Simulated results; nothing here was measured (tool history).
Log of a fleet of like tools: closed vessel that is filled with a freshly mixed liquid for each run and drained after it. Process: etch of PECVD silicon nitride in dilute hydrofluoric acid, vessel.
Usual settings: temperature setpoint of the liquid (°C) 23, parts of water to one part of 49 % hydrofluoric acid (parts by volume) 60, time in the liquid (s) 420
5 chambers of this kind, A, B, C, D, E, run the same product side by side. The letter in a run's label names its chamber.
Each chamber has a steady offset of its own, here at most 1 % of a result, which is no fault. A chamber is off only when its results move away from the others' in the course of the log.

run   hour  temperature setpoint of the liquid (°C)  parts of water to one part of 49 % hydrofluoric acid (parts by volume)  time in the liquid (s)  read-back film thickness of the PECVD silicon nitride reference wafer, read on the same gauge (nm)  thickness taken off the PECVD silicon nitride on a monitor wafer (nm)
       2.9  -- chamber E: hydrofluoric acid flow meter replaced
 1A    4.8                                       23                                                                      60                     420                                                                                              59.990                                                                13.7480
 2E    8.2                                       23                                                                      60                     420                                                                                              60.019                                                                13.8390
 3B   12.5                                       23                                                                      60                     420                                                                                              60.004                                                                13.7590
 4C   16.8                                       23                                                                      60                     420                                                                                              59.982                                                                13.7620
 5D   21.7                                       23                                                                      60                     420                                                                                              60.008                                                                13.8750
 6A   26.5                                       23                                                                      85                     595                                                                                              59.987                                                                13.8120
 7C   31.8                                       23                                                                      85                     595                                                                                              59.996                                                                14.0680
 8E   34.3                                       23                                                                      85                     595                                                                                              60.036                                                                14.0320
 9B   37.6                                       23                                                                      85                     595                                                                                              59.969                                                                13.8220
10D   40.3                                       23                                                                      85                     595                                                                                              60.003                                                                13.9620
11B   45.7                                       23                                                                      60                     420                                                                                              59.986                                                                13.7770
12E   48.9                                       23                                                                      60                     420                                                                                              60.025                                                                13.9300
13C   53.8                                       26                                                                      60                     420                                                                                              59.991                                                                16.8110
14A   57.9                                       26                                                                      60                     420                                                                                              60.003                                                                16.6940
15D   61.7                                       26                                                                      60                     420                                                                                              59.993                                                                16.7620
16E   64.3                                       26                                                                      60                     420                                                                                              59.990                                                                17.0530
17B   67.3                                       26                                                                      60                     420                                                                                              59.977                                                                16.8090
18D   70.9                                       23                                                                      60                     420                                                                                              60.005                                                                13.8070
19A   76.0                                       23                                                                      60                     420                                                                                              59.989                                                                13.6730
20C   79.1                                       23                                                                      60                     420                                                                                              59.998                                                                13.7750
21C   83.2                                       23                                                                      60                     420                                                                                              60.021                                                                13.8290
22A   86.9                                       23                                                                      60                     420                                                                                              60.001                                                                13.7210
23B   89.7                                       23                                                                      60                     420                                                                                              59.966                                                                13.6150
24E   94.3                                       23                                                                      60                     420                                                                                              59.999                                                                14.0920
25D   97.6                                       23                                                                      60                     420                                                                                              59.989                                                                13.7960
26D  102.6                                       23                                                                      60                     420                                                                                              59.983                                                                13.6690
27A  105.7                                       23                                                                      45                     420                                                                                              59.998                                                                17.9990
28C  109.0                                       23                                                                      45                     420                                                                                              60.000                                                                18.2240
29E  112.2                                       23                                                                      45                     420                                                                                              60.031                                                                19.2080
30B  114.9                                       23                                                                      45                     420                                                                                              59.991                                                                18.3610
31C  118.1                                       23                                                                      45                     420                                                                                              59.996                                                                18.0830
32D  123.1                                       23                                                                      60                     295                                                                                              60.005                                                                 9.7687
33E  125.5                                       23                                                                      60                     295                                                                                              60.010                                                                10.0840
34A  130.4                                       23                                                                      60                     295                                                                                              59.985                                                                 9.6138
35B  133.4                                       23                                                                      60                     295                                                                                              59.986                                                                 9.6840
36C  137.8                                       23                                                                      60                     295                                                                                              60.003                                                                 9.6680
37E  142.4                                       23                                                                      60                     420                                                                                              59.962                                                                14.7260
38B  147.7                                       23                                                                      60                     420                                                                                              60.026                                                                13.6060
39A  150.5                                       23                                                                      60                     420                                                                                              60.003                                                                13.6240
40D  155.4                                       23                                                                      60                     420                                                                                              60.010                                                                13.7240
41B  159.8                                       23                                                                      60                     420                                                                                              60.007                                                                13.9050
42C  165.2                                       23                                                                      60                     420                                                                                              59.994                                                                13.8790
43E  168.5                                       23                                                                      60                     570                                                                                              60.000                                                                20.1500

Next, every chamber runs the same settings. What will each give?
44A  172.4                                       23                                                                      60                     205                                                                                                                                                                          ?
44B  172.4                                       23                                                                      60                     205                                                                                                                                                                          ?
44C  172.4                                       23                                                                      60                     205                                                                                                                                                                          ?
44D  172.4                                       23                                                                      60                     205                                                                                                                                                                          ?
44E  172.4                                       23                                                                      60                     205                                                                                                                                                                          ?

run  thickness taken off the PECVD silicon nitride on a monitor wafer (nm)
44A                                                                 6.6264
44B                                                                 6.6434
44C                                                                 6.7888
44D                                                                 6.7534
44E                                                                 7.2642

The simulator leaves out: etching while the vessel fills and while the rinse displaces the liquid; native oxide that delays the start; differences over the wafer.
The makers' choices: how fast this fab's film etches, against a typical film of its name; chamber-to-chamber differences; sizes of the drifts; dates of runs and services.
